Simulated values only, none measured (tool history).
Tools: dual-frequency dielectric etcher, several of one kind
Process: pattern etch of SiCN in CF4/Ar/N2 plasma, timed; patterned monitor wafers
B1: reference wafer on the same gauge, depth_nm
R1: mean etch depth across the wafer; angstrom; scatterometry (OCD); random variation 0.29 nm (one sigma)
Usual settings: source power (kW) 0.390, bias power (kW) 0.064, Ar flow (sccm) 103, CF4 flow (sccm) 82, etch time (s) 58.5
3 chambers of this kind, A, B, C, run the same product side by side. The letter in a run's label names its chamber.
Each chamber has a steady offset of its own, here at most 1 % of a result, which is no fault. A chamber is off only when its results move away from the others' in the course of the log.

Run 1C, hour 7.1: usual settings; B1 41.059. Result: R1 436.78 angstrom.
Run 2A, hour 14.5: usual settings; B1 41.057. Result: R1 440.45 angstrom.
Run 3B, hour 18.5: usual settings; B1 41.172. Result: R1 437.99 angstrom.
Run 4B, hour 24.9: usual settings; B1 41.101. Result: R1 437.58 angstrom.
Run 5C, hour 30.4: usual settings but bias power (kW) 0.075, Ar flow (sccm) 114; B1 41.179. Result: R1 457.61 angstrom.
Run 6A, hour 37.2: usual settings but bias power (kW) 0.075, Ar flow (sccm) 114; B1 41.056. Result: R1 463.05 angstrom.
At hour 38.0: chamber C: CF4 flow controller replaced.
Run 7B, hour 44.1: usual settings but bias power (kW) 0.075, Ar flow (sccm) 114; B1 41.134. Result: R1 454.67 angstrom.
Run 8C, hour 49.6: usual settings; B1 41.084. Result: R1 433.50 angstrom.
Run 9A, hour 53.9: usual settings; B1 41.144. Result: R1 439.56 angstrom.
Run 10B, hour 60.5: usual settings; B1 41.091. Result: R1 434.15 angstrom.
Run 11A, hour 65.6: usual settings; B1 41.102. Result: R1 437.86 angstrom.
Run 12C, hour 72.4: usual settings; B1 41.106. Result: R1 435.70 angstrom.
At hour 74.9: chamber B: CF4 flow controller replaced.
Run 13A, hour 79.1: usual settings; B1 41.179. Result: R1 440.43 angstrom.
Run 14C, hour 87.3: usual settings; B1 41.200. Result: R1 437.06 angstrom.
Run 15B, hour 93.5: usual settings but bias power (kW) 0.075, Ar flow (sccm) 78; B1 41.088. Result: R1 476.35 angstrom.
Run 16C, hour 102.0: usual settings but bias power (kW) 0.075, Ar flow (sccm) 78; B1 41.051. Result: R1 475.29 angstrom.
Run 17B, hour 107.2: usual settings but bias power (kW) 0.075, Ar flow (sccm) 78; B1 41.109. Result: R1 479.76 angstrom.
Run 18A, hour 115.2: usual settings; B1 41.075. Result: R1 436.91 angstrom.
Run 19B, hour 123.4: usual settings; B1 41.062. Result: R1 441.17 angstrom.
Run 20A, hour 128.1: usual settings; B1 41.083. Result: R1 441.71 angstrom.
Run 21C, hour 136.3: usual settings; B1 41.058. Result: R1 439.89 angstrom.
Run 22B, hour 144.7: usual settings but source power (kW) 0.340, etch time (s) 68.5; B1 41.181. Result: R1 459.45 angstrom.
Run 23C, hour 152.3: usual settings but source power (kW) 0.340, etch time (s) 68.5; B1 41.095. Result: R1 454.71 angstrom.

What goes on in this fleet: one chamber off, a drifting gauge, or nothing beyond the chambers' own small offsets? Name the chamber and the cause, if any.

No chamber stands off beyond its own small offset, and the gauge holds steady.
